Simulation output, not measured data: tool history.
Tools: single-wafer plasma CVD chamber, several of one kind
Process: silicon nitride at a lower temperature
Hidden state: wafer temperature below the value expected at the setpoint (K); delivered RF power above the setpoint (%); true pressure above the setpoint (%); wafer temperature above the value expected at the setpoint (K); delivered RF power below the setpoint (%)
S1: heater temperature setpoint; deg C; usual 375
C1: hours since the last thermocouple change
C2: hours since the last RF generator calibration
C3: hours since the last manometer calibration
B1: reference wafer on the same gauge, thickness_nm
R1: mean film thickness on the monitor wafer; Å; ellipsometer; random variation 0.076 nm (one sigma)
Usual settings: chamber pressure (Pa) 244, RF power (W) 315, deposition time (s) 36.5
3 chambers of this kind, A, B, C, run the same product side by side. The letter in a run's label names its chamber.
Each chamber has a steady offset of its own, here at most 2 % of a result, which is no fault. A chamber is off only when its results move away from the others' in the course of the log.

run 1C day=0.554 | S1=375 chamber_pressure_(Pa)=244 RF_power_(W)=315 deposition_time_(s)=36.5 | C1=1070.6 C2=965.2 C3=1864.5 | B1=37.798 | R1=457.12
run 2B day=1.196 | S1=375 chamber_pressure_(Pa)=244 RF_power_(W)=315 deposition_time_(s)=36.5 | C1=1590.7 C2=552.5 C3=1534.5 | B1=37.822 | R1=462.82
run 3A day=1.588 | S1=375 chamber_pressure_(Pa)=244 RF_power_(W)=315 deposition_time_(s)=36.5 | C1=83.1 C2=225.2 C3=1525.8 | B1=37.812 | R1=453.89
run 4A day=1.879 | S1=375 chamber_pressure_(Pa)=244 RF_power_(W)=315 deposition_time_(s)=36.5 | C1=90.1 C2=232.2 C3=1532.8 | B1=37.847 | R1=455.46
run 5B day=2.504 | S1=375 chamber_pressure_(Pa)=244 RF_power_(W)=315 deposition_time_(s)=36.5 | C1=1622.1 C2=583.9 C3=1565.9 | B1=37.847 | R1=464.26
run 6C day=3.079 | S1=375 chamber_pressure_(Pa)=244 RF_power_(W)=315 deposition_time_(s)=36.5 | C1=1131.2 C2=1025.8 C3=1925.1 | B1=37.869 | R1=459.12
-- day=3.454 chamber C: thermocouple changed; heater temperature recalibrated
run 7C day=3.492 | S1=375 chamber_pressure_(Pa)=244 RF_power_(W)=315 deposition_time_(s)=36.5 | C1=0.9 C2=1035.7 C3=1935.0 | B1=37.857 | R1=457.10
run 8B day=4.125 | S1=375 chamber_pressure_(Pa)=244 RF_power_(W)=315 deposition_time_(s)=36.5 | C1=1661.0 C2=622.8 C3=1604.8 | B1=37.885 | R1=465.10
run 9A day=4.788 | S1=375 chamber_pressure_(Pa)=244 RF_power_(W)=315 deposition_time_(s)=36.5 | C1=159.9 C2=302.0 C3=1602.6 | B1=37.877 | R1=455.16
-- day=5.246 chamber B: thermocouple changed; heater temperature recalibrated
run 10B day=5.317 | S1=375 chamber_pressure_(Pa)=244 RF_power_(W)=315 deposition_time_(s)=36.5 | C1=1.8 C2=651.4 C3=1633.4 | B1=37.894 | R1=463.89
run 11A day=5.825 | S1=375 chamber_pressure_(Pa)=244 RF_power_(W)=315 deposition_time_(s)=36.5 | C1=184.8 C2=326.9 C3=1627.5 | B1=37.883 | R1=456.82
run 12C day=6.342 | S1=384 chamber_pressure_(Pa)=244 RF_power_(W)=280 deposition_time_(s)=36.5 | C1=69.3 C2=1104.1 C3=2003.4 | B1=37.900 | R1=422.86
run 13A day=6.667 | S1=384 chamber_pressure_(Pa)=244 RF_power_(W)=280 deposition_time_(s)=36.5 | C1=205.0 C2=347.1 C3=1647.7 | B1=37.902 | R1=418.77
run 14B day=7.296 | S1=384 chamber_pressure_(Pa)=244 RF_power_(W)=280 deposition_time_(s)=36.5 | C1=49.3 C2=698.9 C3=1680.9 | B1=37.925 | R1=428.06
run 15C day=7.954 | S1=375 chamber_pressure_(Pa)=244 RF_power_(W)=315 deposition_time_(s)=36.5 | C1=108.0 C2=1142.8 C3=2042.1 | B1=37.936 | R1=459.05
run 16A day=8.588 | S1=375 chamber_pressure_(Pa)=244 RF_power_(W)=315 deposition_time_(s)=36.5 | C1=251.1 C2=393.2 C3=1693.8 | B1=37.951 | R1=455.55
run 17B day=8.967 | S1=375 chamber_pressure_(Pa)=244 RF_power_(W)=315 deposition_time_(s)=36.5 | C1=89.4 C2=739.0 C3=1721.0 | B1=37.948 | R1=465.66
run 18C day=9.512 | S1=387 chamber_pressure_(Pa)=244 RF_power_(W)=355 deposition_time_(s)=36.5 | C1=145.4 C2=1180.2 C3=2079.5 | B1=37.954 | R1=494.58
run 19A day=9.846 | S1=387 chamber_pressure_(Pa)=244 RF_power_(W)=355 deposition_time_(s)=36.5 | C1=281.3 C2=423.4 C3=1724.0 | B1=37.951 | R1=489.51
run 20C day=10.404 | S1=387 chamber_pressure_(Pa)=244 RF_power_(W)=355 deposition_time_(s)=36.5 | C1=166.8 C2=1201.6 C3=2100.9 | B1=37.970 | R1=492.97
run 21B day=10.971 | S1=375 chamber_pressure_(Pa)=244 RF_power_(W)=315 deposition_time_(s)=36.5 | C1=137.5 C2=787.1 C3=1769.1 | B1=37.988 | R1=466.56
run 22C day=11.338 | S1=375 chamber_pressure_(Pa)=244 RF_power_(W)=315 deposition_time_(s)=36.5 | C1=189.2 C2=1224.0 C3=2123.3 | B1=37.994 | R1=459.69
run 23A day=11.808 | S1=375 chamber_pressure_(Pa)=244 RF_power_(W)=315 deposition_time_(s)=36.5 | C1=328.4 C2=470.5 C3=1771.1 | B1=37.994 | R1=455.71
run 24B day=12.288 | S1=375 chamber_pressure_(Pa)=244 RF_power_(W)=315 deposition_time_(s)=39.4 | C1=169.1 C2=818.7 C3=1800.7 | B1=38.009 | R1=502.63
run 25C day=12.896 | S1=375 chamber_pressure_(Pa)=244 RF_power_(W)=315 deposition_time_(s)=39.4 | C1=226.6 C2=1261.4 C3=2160.7 | B1=38.013 | R1=495.38
run 26B day=13.217 | S1=375 chamber_pressure_(Pa)=244 RF_power_(W)=315 deposition_time_(s)=39.4 | C1=191.4 C2=841.0 C3=1823.0 | B1=38.011 | R1=502.39
run 27A day=13.838 | S1=375 chamber_pressure_(Pa)=244 RF_power_(W)=315 deposition_time_(s)=36.5 | C1=377.1 C2=519.2 C3=1819.8 | B1=38.030 | R1=457.51
run 28C day=14.200 | S1=375 chamber_pressure_(Pa)=244 RF_power_(W)=315 deposition_time_(s)=36.5 | C1=257.9 C2=1292.7 C3=2192.0 | B1=38.036 | R1=460.60
run 29A day=14.829 | S1=375 chamber_pressure_(Pa)=244 RF_power_(W)=315 deposition_time_(s)=36.5 | C1=400.9 C2=543.0 C3=1843.6 | B1=38.042 | R1=455.61

Next, every chamber runs the same settings. What will each give?
run 30A day=15.300 | S1=375 chamber_pressure_(Pa)=244 RF_power_(W)=315 deposition_time_(s)=36.5 | R1=?
run 30B day=15.300 | S1=375 chamber_pressure_(Pa)=244 RF_power_(W)=315 deposition_time_(s)=36.5 | R1=?
run 30C day=15.300 | S1=375 chamber_pressure_(Pa)=244 RF_power_(W)=315 deposition_time_(s)=36.5 | R1=?

run=30A R1=456.98
run=30B R1=465.48
run=30C R1=461.38
